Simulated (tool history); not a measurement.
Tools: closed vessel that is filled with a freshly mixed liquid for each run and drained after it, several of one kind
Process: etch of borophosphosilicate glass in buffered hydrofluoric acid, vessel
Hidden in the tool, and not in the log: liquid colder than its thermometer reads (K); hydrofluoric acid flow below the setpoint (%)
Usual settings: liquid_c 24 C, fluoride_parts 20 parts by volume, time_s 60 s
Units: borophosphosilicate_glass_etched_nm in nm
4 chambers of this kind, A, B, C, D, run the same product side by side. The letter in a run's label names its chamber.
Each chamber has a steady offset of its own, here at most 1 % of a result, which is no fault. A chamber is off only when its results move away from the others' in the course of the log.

run   hour  liquid_c  fluoride_parts  time_s  hours since the thermometer was replaced  hours since the hydrofluoric acid flow meter was replaced  read-back film thickness of the borophosphosilicate glass reference wafer, read on the same gauge (nm)  borophosphosilicate_glass_etched_nm
 1B    9.5        24              20      60                                     253.6                                                     1338.7                                                                                                  60.038                               107.79
 2C   14.2        24              20      60                                    1787.3                                                        190                                                                                                  60.028                               108.69
 3A   22.8        24              20      60                                     518.6                                                        943                                                                                                  59.969                               108.43
 4D   31.4        24              20      60                                    2351.9                                                     1803.3                                                                                                  60.012                               108.59
 5D   39.9        24              20      60                                    2360.4                                                     1811.8                                                                                                  59.998                               108.75
 6A   44.9      27.5              26      60                                     540.7                                                      965.1                                                                                                  60.001                                108.9
      46.6  -- chamber D: thermometer replaced
 7B   52.8      27.5              26      60                                     296.9                                                       1382                                                                                                  59.982                               109.83
 8C   58.3      27.5              26      60                                    1831.4                                                      234.1                                                                                                  60.014                               109.25
 9B   64.2      27.5              26      60                                     308.3                                                     1393.4                                                                                                  60.024                               109.36
10A   71.2        24              20      60                                       567                                                      991.4                                                                                                  59.995                               108.68
11C   79.6        24              20      60                                    1852.7                                                      255.4                                                                                                  60.002                               108.61
12D   88.2        24              20      60                                      41.6                                                     1860.1                                                                                                  60.006                                108.7
13C   93.2        24              20      60                                    1866.3                                                        269                                                                                                  60.035                               108.03
14D   97.9        24              20      60                                      51.3                                                     1869.8                                                                                                  60.017                               109.06
15A  105.8        24              20      90                                     601.6                                                       1026                                                                                                  59.985                               162.46
16B  110.3        24              20      90                                     354.4                                                     1439.5                                                                                                   60.02                                161.5
17D  117.6        24              20      90                                        71                                                     1889.5                                                                                                  60.037                               164.14
18C  125.1        24              20      90                                    1898.2                                                      300.9                                                                                                  59.967                               161.21
19A  130.5        24              20      60                                     626.3                                                     1050.7                                                                                                  60.011                               108.13
20B  139.1        24              20      60                                     383.2                                                     1468.3                                                                                                  59.977                               108.51
21A  147.9        24              20      60                                     643.7                                                     1068.1                                                                                                  60.026                               108.53
22C  153.6        24              20      60                                    1926.7                                                      329.4                                                                                                  59.999                               108.39
23B  158.8        24              20      60                                     402.9                                                       1488                                                                                                  60.061                               108.36
     168.1  -- chamber D: hydrofluoric acid flow meter replaced
24D  168.7        24              20      60                                     122.1                                                        0.7                                                                                                  60.009                                108.7
25A  174.9        24              20      60                                     670.7                                                     1095.1                                                                                                  60.009                               108.32
26D  182.4        24              20      60                                     135.8                                                       14.4                                                                                                  59.979                                109.1
     184.9  -- chamber C: thermometer replaced
27C  187.7        24            17.5      80                                       2.8                                                      363.5                                                                                                  59.995                               163.73
28B  192.9        24            17.5      80                                       437                                                     1522.1                                                                                                  60.026                               164.59
29A  202.1        24            17.5      80                                     697.9                                                     1122.3                                                                                                  59.992                                165.5
30D  207.9        24            17.5      80                                     161.3                                                       39.9                                                                                                  59.996                               165.63
31B  215.8        24              20      60                                     459.9                                                       1545                                                                                                  60.018                               108.24
32C    225        24              20      60                                      40.1                                                      400.8                                                                                                  60.011                               107.29
33B  234.9      26.5              20      30                                       479                                                     1564.1                                                                                                  59.999                               62.407
       235  -- chamber C: hydrofluoric acid flow meter replaced
34D  241.7      26.5              20      30                                     195.1                                                       73.7                                                                                                      60                               61.936
35C  251.3      26.5              20      30                                      66.4                                                       16.4                                                                                                  60.014                               62.276
36A  260.3      26.5              20      30                                     756.1                                                     1180.5                                                                                                  59.953                                62.22
37D  269.5        24              20      60                                     222.9                                                      101.5                                                                                                  60.023                               109.79
38B  279.5        24              20      60                                     523.6                                                     1608.7                                                                                                  60.029                               108.19
39A  289.3        24            14.5      60                                     785.1                                                     1209.5                                                                                                  60.024                               150.23
40C  295.3        24            14.5      60                                     110.4                                                       60.4                                                                                                  60.006                               149.03
41D  302.1        24            14.5      60                                     255.5                                                      134.1                                                                                                  59.984                               148.93
42B  309.8        24            14.5      60                                     553.9                                                       1639                                                                                                   60.03                               148.16
43A    315        24              20      60                                     810.8                                                     1235.2                                                                                                  59.974                               108.46

Is one chamber off against the others, does the gauge drift, or is nothing wrong? If a chamber is off, say which, and what the likeliest cause is.

No chamber stands off beyond its own small offset, and the gauge holds steady.

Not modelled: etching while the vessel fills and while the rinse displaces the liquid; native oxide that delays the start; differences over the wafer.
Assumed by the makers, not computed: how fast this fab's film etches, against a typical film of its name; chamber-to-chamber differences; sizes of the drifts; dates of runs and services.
